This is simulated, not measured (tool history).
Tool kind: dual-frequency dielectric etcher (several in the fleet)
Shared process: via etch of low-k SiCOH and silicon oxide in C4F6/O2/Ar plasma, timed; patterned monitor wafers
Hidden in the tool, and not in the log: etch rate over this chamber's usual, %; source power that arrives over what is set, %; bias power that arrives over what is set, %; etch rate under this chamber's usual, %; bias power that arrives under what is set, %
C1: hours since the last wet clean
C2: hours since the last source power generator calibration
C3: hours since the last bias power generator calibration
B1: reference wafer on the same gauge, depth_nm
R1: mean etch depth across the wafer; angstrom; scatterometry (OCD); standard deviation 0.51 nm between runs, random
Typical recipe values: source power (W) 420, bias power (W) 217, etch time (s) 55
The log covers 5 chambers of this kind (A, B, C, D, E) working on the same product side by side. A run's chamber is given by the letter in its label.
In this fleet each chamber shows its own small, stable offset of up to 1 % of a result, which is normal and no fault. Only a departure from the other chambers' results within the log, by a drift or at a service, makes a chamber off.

Run 1B, day 0.279: usual settings; C1 207.1; C2 117.9; C3 4118.2; B1 129.04. Result: R1 1554 angstrom.
Run 2C, day 0.729: usual settings; C1 238; C2 272.2; C3 241.5; B1 128.97. Result: R1 1552.3 angstrom.
Run 3D, day 1.15: usual settings; C1 181; C2 209.6; C3 453.1; B1 129.05. Result: R1 1553.2 angstrom.
Run 4E, day 1.488: usual settings; C1 369.3; C2 1668.7; C3 3400.5; B1 128.96. Result: R1 1547.1 angstrom.
Run 5A, day 1.725: usual settings; C1 84.1; C2 3126.9; C3 1291.8; B1 129.07. Result: R1 1561.1 angstrom.
Run 6C, day 2.121: usual settings; C1 271.4; C2 305.6; C3 274.9; B1 128.94. Result: R1 1565.7 angstrom.
Run 7B, day 2.567: usual settings; C1 262; C2 172.8; C3 4173.1; B1 128.98. Result: R1 1547.3 angstrom.
Run 8E, day 3.029: usual settings; C1 406.3; C2 1705.7; C3 3437.5; B1 128.99. Result: R1 1544.2 angstrom.
Run 9D, day 3.458: usual settings; C1 236.4; C2 265; C3 508.5; B1 128.89. Result: R1 1552.7 angstrom.
Run 10A, day 3.846: usual settings; C1 135; C2 3177.8; C3 1342.7; B1 129.06. Result: R1 1560.9 angstrom.
Run 11B, day 4.075: usual settings; C1 298.2; C2 209; C3 4209.3; B1 129.07. Result: R1 1559.4 angstrom.
Run 12E, day 4.458: usual settings; C1 440.6; C2 1740; C3 3471.8; B1 128.96. Result: R1 1550.5 angstrom.
Run 13D, day 4.671: usual settings; C1 265.5; C2 294.1; C3 537.6; B1 129. Result: R1 1549.2 angstrom.
Run 14C, day 4.967: usual settings; C1 339.7; C2 373.9; C3 343.2; B1 128.97. Result: R1 1565.1 angstrom.
At day 4.983: chamber C: wet clean of the chamber.
Run 15A, day 5.196: usual settings; C1 167.4; C2 3210.2; C3 1375.1; B1 128.99. Result: R1 1563.1 angstrom.
At day 5.45: chamber B: bias power generator calibrated.
Run 16D, day 5.475: usual settings; C1 284.8; C2 313.4; C3 556.9; B1 129.03. Result: R1 1547.2 angstrom.
Run 17A, day 5.817: usual settings but bias power (W) 262; C1 182.3; C2 3225.1; C3 1390; B1 128.96. Result: R1 1658.1 angstrom.
Run 18C, day 6.112: usual settings but bias power (W) 262; C1 27.2; C2 401.4; C3 370.7; B1 128.97. Result: R1 1668.1 angstrom.
Run 19B, day 6.533: usual settings but bias power (W) 262; C1 357.2; C2 268; C3 26.1; B1 128.95. Result: R1 1653.4 angstrom.
Run 20E, day 6.808: usual settings but bias power (W) 262; C1 497; C2 1796.4; C3 3528.2; B1 128.93. Result: R1 1648.7 angstrom.
Run 21E, day 7.183: usual settings but bias power (W) 262; C1 506; C2 1805.4; C3 3537.2; B1 128.91. Result: R1 1660 angstrom.
Run 22B, day 7.4: usual settings; C1 378; C2 288.8; C3 46.9; B1 128.92. Result: R1 1539.1 angstrom.
Run 23D, day 7.654: usual settings but source power (W) 470; C1 337.1; C2 365.7; C3 609.2; B1 129. Result: R1 1621.1 angstrom.
Run 24A, day 7.962: usual settings but source power (W) 470; C1 233.8; C2 3276.6; C3 1441.5; B1 129.05. Result: R1 1623.5 angstrom.
Run 25C, day 8.217: usual settings but source power (W) 470; C1 77.7; C2 451.9; C3 421.2; B1 128.98. Result: R1 1629 angstrom.
Run 26A, day 8.521: usual settings but source power (W) 470; C1 247.2; C2 3290; C3 1454.9; B1 128.89. Result: R1 1637.1 angstrom.
Run 27E, day 8.921: usual settings but source power (W) 470; C1 547.7; C2 1847.1; C3 3578.9; B1 128.96. Result: R1 1634.7 angstrom.
Run 28D, day 9.192: usual settings; C1 374; C2 402.6; C3 646.1; B1 128.99. Result: R1 1547.9 angstrom.
Run 29C, day 9.446: usual settings; C1 107.2; C2 481.4; C3 450.7; B1 128.97. Result: R1 1564.3 angstrom.
At day 9.608: chamber E: bias power generator calibrated.
Run 30B, day 9.838: usual settings; C1 436.5; C2 347.3; C3 105.4; B1 129.01. Result: R1 1541.3 angstrom.
Run 31B, day 10.179: usual settings; C1 444.7; C2 355.5; C3 113.6; B1 128.92. Result: R1 1553.8 angstrom.
Run 32A, day 10.488: usual settings but source power (W) 450, bias power (W) 260; C1 294.4; C2 3337.2; C3 1502.1; B1 129.03. Result: R1 1694.8 angstrom.
Run 33C, day 10.746: usual settings but source power (W) 450, bias power (W) 260; C1 138.4; C2 512.6; C3 481.9; B1 129.02. Result: R1 1693 angstrom.
Run 34D, day 11.067: usual settings but source power (W) 450, bias power (W) 260; C1 419; C2 447.6; C3 691.1; B1 128.95. Result: R1 1692.7 angstrom.
Run 35E, day 11.292: usual settings but source power (W) 450, bias power (W) 260; C1 604.6; C2 1904; C3 40.4; B1 129.06. Result: R1 1714.5 angstrom.
Run 36C, day 11.721: usual settings but source power (W) 450, bias power (W) 260; C1 161.8; C2 536; C3 505.3; B1 129.03. Result: R1 1700.3 angstrom.
Run 37B, day 12.092: usual settings; C1 490.6; C2 401.4; C3 159.5; B1 128.96. Result: R1 1554.6 angstrom.
Run 38D, day 12.367: usual settings; C1 450.2; C2 478.8; C3 722.3; B1 129. Result: R1 1553.7 angstrom.
Run 39A, day 12.8: usual settings; C1 349.9; C2 3392.7; C3 1557.6; B1 129.03. Result: R1 1562.6 angstrom.
Run 40E, day 13.008: usual settings; C1 645.8; C2 1945.2; C3 81.6; B1 129.08. Result: R1 1591 angstrom.
Run 41B, day 13.458: usual settings; C1 523.4; C2 434.2; C3 192.3; B1 128.98. Result: R1 1550.4 angstrom.
Run 42E, day 13.671: usual settings but etch time (s) 45; C1 661.7; C2 1961.1; C3 97.5; B1 128.89. Result: R1 1299.8 angstrom.

Which is it: a chamber that has drifted or been left off by a service, a gauge drift common to all chambers, or only each chamber's usual small offset? If a chamber is off, name it and its likeliest cause.

Chamber E drifts away from the others.
Likeliest cause: etch rate over this chamber's usual, % = 3.02.

Below are 4 candidate recipes for chamber E's next run, each the usual settings with a change, their results shown as question marks. Which of them brings E's results back in line with what the other chambers give on the usual settings?
To be in line, a result may differ from the other chambers' mean on the usual settings by at most: R1 18 angstrom
Run 43E-1, day 14.004: usual settings but bias power (W) 216, etch time (s) 54. Result: R1 ?.
Run 43E-2, day 14.004: usual settings but bias power (W) 219, etch time (s) 57.5. Result: R1 ?.
Run 43E-3, day 14.004: usual settings but bias power (W) 218, etch time (s) 56. Result: R1 ?.
Run 43E-4, day 14.004: usual settings but etch time (s) 52.5. Result: R1 ?.

On the usual settings, the other chambers give on average: R1 1555.1 angstrom
  run      R1
43E-1  1562.5
43E-2  1671.3
43E-3  1625.3
43E-4  1521.4
Change 43E-1 lands the chamber within the allowed miss of the other chambers.
